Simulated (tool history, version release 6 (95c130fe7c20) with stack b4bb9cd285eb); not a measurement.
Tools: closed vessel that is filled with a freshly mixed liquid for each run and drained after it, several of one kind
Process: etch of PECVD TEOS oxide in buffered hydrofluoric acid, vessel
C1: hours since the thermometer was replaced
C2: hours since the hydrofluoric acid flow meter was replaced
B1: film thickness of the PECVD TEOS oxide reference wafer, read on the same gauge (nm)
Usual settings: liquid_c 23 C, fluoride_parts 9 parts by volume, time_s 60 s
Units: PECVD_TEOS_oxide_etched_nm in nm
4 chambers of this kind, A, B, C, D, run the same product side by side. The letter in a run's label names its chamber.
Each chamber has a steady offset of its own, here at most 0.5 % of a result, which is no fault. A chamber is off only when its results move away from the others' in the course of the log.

run 1C hour=3.1 | liquid_c=23 fluoride_parts=9 time_s=60 | C1=131.4 C2=488.2 | B1=40.017 | PECVD_TEOS_oxide_etched_nm=76.389
run 2B hour=6.7 | liquid_c=23 fluoride_parts=9 time_s=60 | C1=408.3 C2=95.4 | B1=39.98 | PECVD_TEOS_oxide_etched_nm=75.431
run 3A hour=9.2 | liquid_c=23 fluoride_parts=9 time_s=60 | C1=512.3 C2=23.6 | B1=39.976 | PECVD_TEOS_oxide_etched_nm=75.387
run 4D hour=12 | liquid_c=23 fluoride_parts=9 time_s=60 | C1=260.7 C2=1290.2 | B1=39.987 | PECVD_TEOS_oxide_etched_nm=75.133
run 5D hour=15.7 | liquid_c=23 fluoride_parts=9 time_s=60 | C1=264.4 C2=1293.9 | B1=40.003 | PECVD_TEOS_oxide_etched_nm=75.296
run 6B hour=17.6 | liquid_c=23 fluoride_parts=9 time_s=60 | C1=419.2 C2=106.3 | B1=40.029 | PECVD_TEOS_oxide_etched_nm=75.94
run 7C hour=19.7 | liquid_c=23 fluoride_parts=9 time_s=60 | C1=148 C2=504.8 | B1=40.011 | PECVD_TEOS_oxide_etched_nm=75.439
run 8A hour=21.8 | liquid_c=23 fluoride_parts=9 time_s=60 | C1=524.9 C2=36.2 | B1=39.978 | PECVD_TEOS_oxide_etched_nm=74.728
run 9B hour=23.8 | liquid_c=23 fluoride_parts=9 time_s=60 | C1=425.4 C2=112.5 | B1=40.017 | PECVD_TEOS_oxide_etched_nm=75.357
run 10A hour=26.1 | liquid_c=23 fluoride_parts=9 time_s=60 | C1=529.2 C2=40.5 | B1=40.037 | PECVD_TEOS_oxide_etched_nm=75.534
-- hour=28.8 chamber C: hydrofluoric acid flow meter replaced
run 11C hour=29 | liquid_c=23 fluoride_parts=9 time_s=60 | C1=157.3 C2=0.2 | B1=40.024 | PECVD_TEOS_oxide_etched_nm=75.14
run 12D hour=32.2 | liquid_c=23 fluoride_parts=9 time_s=60 | C1=280.9 C2=1310.4 | B1=40.004 | PECVD_TEOS_oxide_etched_nm=75.429
run 13B hour=36.1 | liquid_c=23 fluoride_parts=9 time_s=60 | C1=437.7 C2=124.8 | B1=39.971 | PECVD_TEOS_oxide_etched_nm=75.637
run 14C hour=38.4 | liquid_c=23 fluoride_parts=9 time_s=60 | C1=166.7 C2=9.6 | B1=39.998 | PECVD_TEOS_oxide_etched_nm=76.494
run 15D hour=42.9 | liquid_c=23 fluoride_parts=9 time_s=60 | C1=291.6 C2=1321.1 | B1=39.969 | PECVD_TEOS_oxide_etched_nm=74.897
run 16A hour=45.7 | liquid_c=23 fluoride_parts=7.5 time_s=60 | C1=548.8 C2=60.1 | B1=39.974 | PECVD_TEOS_oxide_etched_nm=92.287
run 17B hour=50 | liquid_c=23 fluoride_parts=7.5 time_s=60 | C1=451.6 C2=138.7 | B1=39.979 | PECVD_TEOS_oxide_etched_nm=91.765
run 18C hour=53.3 | liquid_c=23 fluoride_parts=7.5 time_s=60 | C1=181.6 C2=24.5 | B1=40.033 | PECVD_TEOS_oxide_etched_nm=88.82
run 19A hour=55.9 | liquid_c=23 fluoride_parts=7.5 time_s=60 | C1=559 C2=70.3 | B1=39.995 | PECVD_TEOS_oxide_etched_nm=91.067
run 20D hour=58.3 | liquid_c=23 fluoride_parts=9 time_s=60 | C1=307 C2=1336.5 | B1=39.953 | PECVD_TEOS_oxide_etched_nm=75.393
run 21B hour=60.7 | liquid_c=23 fluoride_parts=9 time_s=60 | C1=462.3 C2=149.4 | B1=39.98 | PECVD_TEOS_oxide_etched_nm=76.771
run 22D hour=64.3 | liquid_c=23 fluoride_parts=9 time_s=60 | C1=313 C2=1342.5 | B1=39.974 | PECVD_TEOS_oxide_etched_nm=75.799
run 23A hour=68.3 | liquid_c=23 fluoride_parts=9 time_s=60 | C1=571.4 C2=82.7 | B1=40 | PECVD_TEOS_oxide_etched_nm=74.893
run 24C hour=70.5 | liquid_c=21 fluoride_parts=7.5 time_s=60 | C1=198.8 C2=41.7 | B1=40.005 | PECVD_TEOS_oxide_etched_nm=77.881
run 25B hour=74.4 | liquid_c=21 fluoride_parts=7.5 time_s=60 | C1=476 C2=163.1 | B1=39.999 | PECVD_TEOS_oxide_etched_nm=83.632
run 26C hour=78.5 | liquid_c=21 fluoride_parts=7.5 time_s=60 | C1=206.8 C2=49.7 | B1=40.072 | PECVD_TEOS_oxide_etched_nm=77.166
run 27D hour=83 | liquid_c=21 fluoride_parts=7.5 time_s=60 | C1=331.7 C2=1361.2 | B1=40.023 | PECVD_TEOS_oxide_etched_nm=81.677
run 28A hour=85.9 | liquid_c=23 fluoride_parts=9 time_s=60 | C1=589 C2=100.3 | B1=39.997 | PECVD_TEOS_oxide_etched_nm=75.185
run 29D hour=87.9 | liquid_c=23 fluoride_parts=9 time_s=60 | C1=336.6 C2=1366.1 | B1=39.96 | PECVD_TEOS_oxide_etched_nm=74.668

Next, every chamber runs the same settings. What will each give?
run 30A hour=91.2 | liquid_c=23 fluoride_parts=9 time_s=60 | PECVD_TEOS_oxide_etched_nm=?
run 30B hour=91.2 | liquid_c=23 fluoride_parts=9 time_s=60 | PECVD_TEOS_oxide_etched_nm=?
run 30C hour=91.2 | liquid_c=23 fluoride_parts=9 time_s=60 | PECVD_TEOS_oxide_etched_nm=?
run 30D hour=91.2 | liquid_c=23 fluoride_parts=9 time_s=60 | PECVD_TEOS_oxide_etched_nm=?

run=30A PECVD_TEOS_oxide_etched_nm=74.709
run=30B PECVD_TEOS_oxide_etched_nm=75.506
run=30C PECVD_TEOS_oxide_etched_nm=66.83
run=30D PECVD_TEOS_oxide_etched_nm=74.643

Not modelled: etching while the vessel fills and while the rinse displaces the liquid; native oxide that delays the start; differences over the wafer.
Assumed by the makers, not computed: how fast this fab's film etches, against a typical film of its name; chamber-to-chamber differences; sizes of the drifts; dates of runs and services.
